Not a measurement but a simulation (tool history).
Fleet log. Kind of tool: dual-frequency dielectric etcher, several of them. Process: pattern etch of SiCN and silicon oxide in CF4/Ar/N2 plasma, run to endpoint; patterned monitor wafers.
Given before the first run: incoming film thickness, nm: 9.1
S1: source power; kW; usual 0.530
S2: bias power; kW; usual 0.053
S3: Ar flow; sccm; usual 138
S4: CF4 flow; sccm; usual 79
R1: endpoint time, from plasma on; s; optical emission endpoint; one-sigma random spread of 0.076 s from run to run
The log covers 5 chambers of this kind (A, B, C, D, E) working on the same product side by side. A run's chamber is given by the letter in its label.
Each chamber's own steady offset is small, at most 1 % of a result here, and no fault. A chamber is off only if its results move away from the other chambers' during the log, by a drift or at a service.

{"run": "1B", "hour": 4.0, "S1": 0.53, "S2": 0.053, "S3": 138, "S4": 79, "R1": 10.538}
{"run": "2A", "hour": 9.8, "S1": 0.53, "S2": 0.053, "S3": 138, "S4": 79, "R1": 10.457}
{"run": "3D", "hour": 13.6, "S1": 0.53, "S2": 0.053, "S3": 138, "S4": 79, "R1": 10.265}
{"run": "4C", "hour": 22.1, "S1": 0.53, "S2": 0.053, "S3": 138, "S4": 79, "R1": 10.514}
{"run": "5E", "hour": 26.0, "S1": 0.53, "S2": 0.053, "S3": 138, "S4": 79, "R1": 10.536}
{"run": "6A", "hour": 34.3, "S1": 0.53, "S2": 0.053, "S3": 138, "S4": 79, "R1": 10.482}
{"run": "7B", "hour": 41.5, "S1": 0.53, "S2": 0.053, "S3": 138, "S4": 79, "R1": 10.351}
{"run": "8D", "hour": 48.6, "S1": 0.53, "S2": 0.053, "S3": 138, "S4": 79, "R1": 10.319}
{"hour": 54.1, "done": "chamber E: wet clean of the chamber"}
{"run": "9C", "hour": 55.4, "S1": 0.53, "S2": 0.053, "S3": 138, "S4": 79, "R1": 10.631}
{"run": "10E", "hour": 59.8, "S1": 0.53, "S2": 0.053, "S3": 138, "S4": 79, "R1": 10.249}
{"run": "11C", "hour": 66.2, "S1": 0.53, "S2": 0.053, "S3": 138, "S4": 79, "R1": 10.575}
{"run": "12A", "hour": 74.3, "S1": 0.44, "S2": 0.053, "S3": 155, "S4": 79, "R1": 12.624}
{"run": "13B", "hour": 78.3, "S1": 0.44, "S2": 0.053, "S3": 155, "S4": 79, "R1": 12.508}
{"run": "14E", "hour": 83.6, "S1": 0.44, "S2": 0.053, "S3": 155, "S4": 79, "R1": 12.527}
{"run": "15D", "hour": 90.4, "S1": 0.44, "S2": 0.053, "S3": 155, "S4": 79, "R1": 12.388}
{"run": "16D", "hour": 96.9, "S1": 0.44, "S2": 0.053, "S3": 155, "S4": 79, "R1": 12.41}
{"run": "17C", "hour": 102.4, "S1": 0.53, "S2": 0.049, "S3": 152, "S4": 79, "R1": 11.015}
{"run": "18E", "hour": 110.8, "S1": 0.53, "S2": 0.049, "S3": 152, "S4": 79, "R1": 10.92}
{"run": "19A", "hour": 117.7, "S1": 0.53, "S2": 0.049, "S3": 152, "S4": 79, "R1": 10.942}
{"run": "20B", "hour": 124.6, "S1": 0.53, "S2": 0.049, "S3": 152, "S4": 79, "R1": 10.9}
{"run": "21A", "hour": 129.2, "S1": 0.53, "S2": 0.049, "S3": 152, "S4": 79, "R1": 10.881}
{"run": "22D", "hour": 133.8, "S1": 0.53, "S2": 0.053, "S3": 138, "S4": 79, "R1": 10.443}
{"hour": 137.8, "done": "chamber A: bias power generator calibrated"}
{"run": "23E", "hour": 139.7, "S1": 0.53, "S2": 0.053, "S3": 138, "S4": 79, "R1": 10.348}
{"run": "24C", "hour": 146.8, "S1": 0.53, "S2": 0.053, "S3": 138, "S4": 79, "R1": 10.522}
{"run": "25B", "hour": 154.2, "S1": 0.53, "S2": 0.053, "S3": 138, "S4": 79, "R1": 10.542}
{"run": "26D", "hour": 160.2, "S1": 0.53, "S2": 0.053, "S3": 138, "S4": 79, "R1": 10.367}
{"hour": 164.1, "done": "chamber B: wet clean of the chamber"}
{"run": "27C", "hour": 165.0, "S1": 0.53, "S2": 0.053, "S3": 138, "S4": 79, "R1": 10.557}
{"run": "28E", "hour": 169.7, "S1": 0.53, "S2": 0.053, "S3": 138, "S4": 79, "R1": 10.486}
{"run": "29B", "hour": 177.3, "S1": 0.53, "S2": 0.053, "S3": 138, "S4": 79, "R1": 10.395}
{"run": "30A", "hour": 184.2, "S1": 0.53, "S2": 0.053, "S3": 138, "S4": 79, "R1": 10.366}
{"run": "31C", "hour": 192.5, "S1": 0.53, "S2": 0.053, "S3": 138, "S4": 79, "R1": 10.563}

Next, all 5 chambers run the settings below, one line each with question marks for the results. What does each chamber give?
{"run": "32A", "hour": 198.8, "S1": 0.53, "S2": 0.053, "S3": 138, "S4": 79, "R1": "?"}
{"run": "32B", "hour": 198.8, "S1": 0.53, "S2": 0.053, "S3": 138, "S4": 79, "R1": "?"}
{"run": "32C", "hour": 198.8, "S1": 0.53, "S2": 0.053, "S3": 138, "S4": 79, "R1": "?"}
{"run": "32D", "hour": 198.8, "S1": 0.53, "S2": 0.053, "S3": 138, "S4": 79, "R1": "?"}
{"run": "32E", "hour": 198.8, "S1": 0.53, "S2": 0.053, "S3": 138, "S4": 79, "R1": "?"}

run=32A R1=10.439
run=32B R1=10.429
run=32C R1=10.632
run=32D R1=10.293
run=32E R1=10.243
